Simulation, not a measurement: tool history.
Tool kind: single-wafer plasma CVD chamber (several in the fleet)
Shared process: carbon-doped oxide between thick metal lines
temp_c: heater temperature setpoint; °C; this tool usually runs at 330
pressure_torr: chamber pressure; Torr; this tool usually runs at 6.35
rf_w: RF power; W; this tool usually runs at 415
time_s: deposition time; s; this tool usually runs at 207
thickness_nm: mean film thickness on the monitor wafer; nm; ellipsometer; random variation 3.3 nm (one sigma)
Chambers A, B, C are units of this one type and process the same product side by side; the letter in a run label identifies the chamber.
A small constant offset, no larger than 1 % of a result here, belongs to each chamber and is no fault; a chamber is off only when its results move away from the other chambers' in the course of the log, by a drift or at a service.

run	hour	temp_c	pressure_torr	rf_w	time_s	read-back reference wafer on the same gauge, thickness_nm	thickness_nm
1B	9.2	330	6.35	415	207	909.59	1001.10
2A	16.5	330	6.35	415	207	909.96	995.34
3C	25.9	330	6.35	415	207	909.12	1001.80
4B	31.9	330	6.35	415	207	910.39	998.33
5C	37.3	330	6.35	415	207	910.60	1006.30
6A	46.4	330	6.35	415	207	909.42	992.56
7C	57.1	330	6.35	415	207	910.29	1003.30
8B	67.1	330	6.35	415	207	910.36	996.09
9A	78.3	330	6.35	415	207	910.03	995.04
10B	86.4	330	6.35	415	207	910.56	989.83
11C	92.8	330	6.35	415	207	909.61	999.63
12A	99.4	338	6.35	415	190	909.87	890.76
13C	105.5	338	6.35	415	190	910.10	896.71
14B	111.0	338	6.35	415	190	909.21	884.52
15A	118.8	330	6.35	415	207	910.24	997.03
16C	127.3	330	6.35	415	207	909.31	1002.60
# hour 130.2: chamber A: capacitance manometer re-zeroed and calibrated
17A	136.7	330	6.35	415	207	910.31	996.39
# hour 144.5: chamber C: capacitance manometer re-zeroed and calibrated
18B	146.9	330	6.35	415	207	908.95	979.16
19A	157.1	330	7.47	415	222	909.69	1086.30
20B	166.0	330	7.47	415	222	909.21	1055.20
21C	178.1	330	7.47	415	222	909.86	1083.10
22A	183.7	330	6.35	415	207	910.57	999.06
23B	194.6	323	7.27	415	207	910.05	1006.10
24C	200.0	323	7.27	415	207	909.69	1041.30
25A	209.0	323	7.27	415	207	909.89	1029.80
26B	218.0	330	6.35	415	207	909.66	960.20

Decide between three cases: one chamber stands off from its peers, the gauge reading all wafers drifts, or nothing is wrong past each chamber's small offset. Where a chamber is off, say which and what most likely put it there.

Little by little, chamber B moves away from the other chambers.
Cause: delivered RF power below the setpoint (%) = 5.28.

Which of the 4 candidates below, each the usual settings with something changed and its results left as question marks, puts chamber B back in line with what the other chambers give on the usual settings?
Maximum distance from the other chambers' mean on the usual settings for a result to count as in line: thickness_nm 12.00 nm
27B-1	226.7	331	6.30	400	198		?
27B-2	226.7	329	6.35	435	207		?
27B-3	226.7	331	6.35	415	199		?
27B-4	226.7	330	6.40	430	217		?

Other chambers, usual settings, mean: thickness_nm 999.65 nm
run	thickness_nm
27B-1	890.23
27B-2	996.42
27B-3	920.11
27B-4	1033.30
It is 27B-2 that realigns the chamber with its peers.

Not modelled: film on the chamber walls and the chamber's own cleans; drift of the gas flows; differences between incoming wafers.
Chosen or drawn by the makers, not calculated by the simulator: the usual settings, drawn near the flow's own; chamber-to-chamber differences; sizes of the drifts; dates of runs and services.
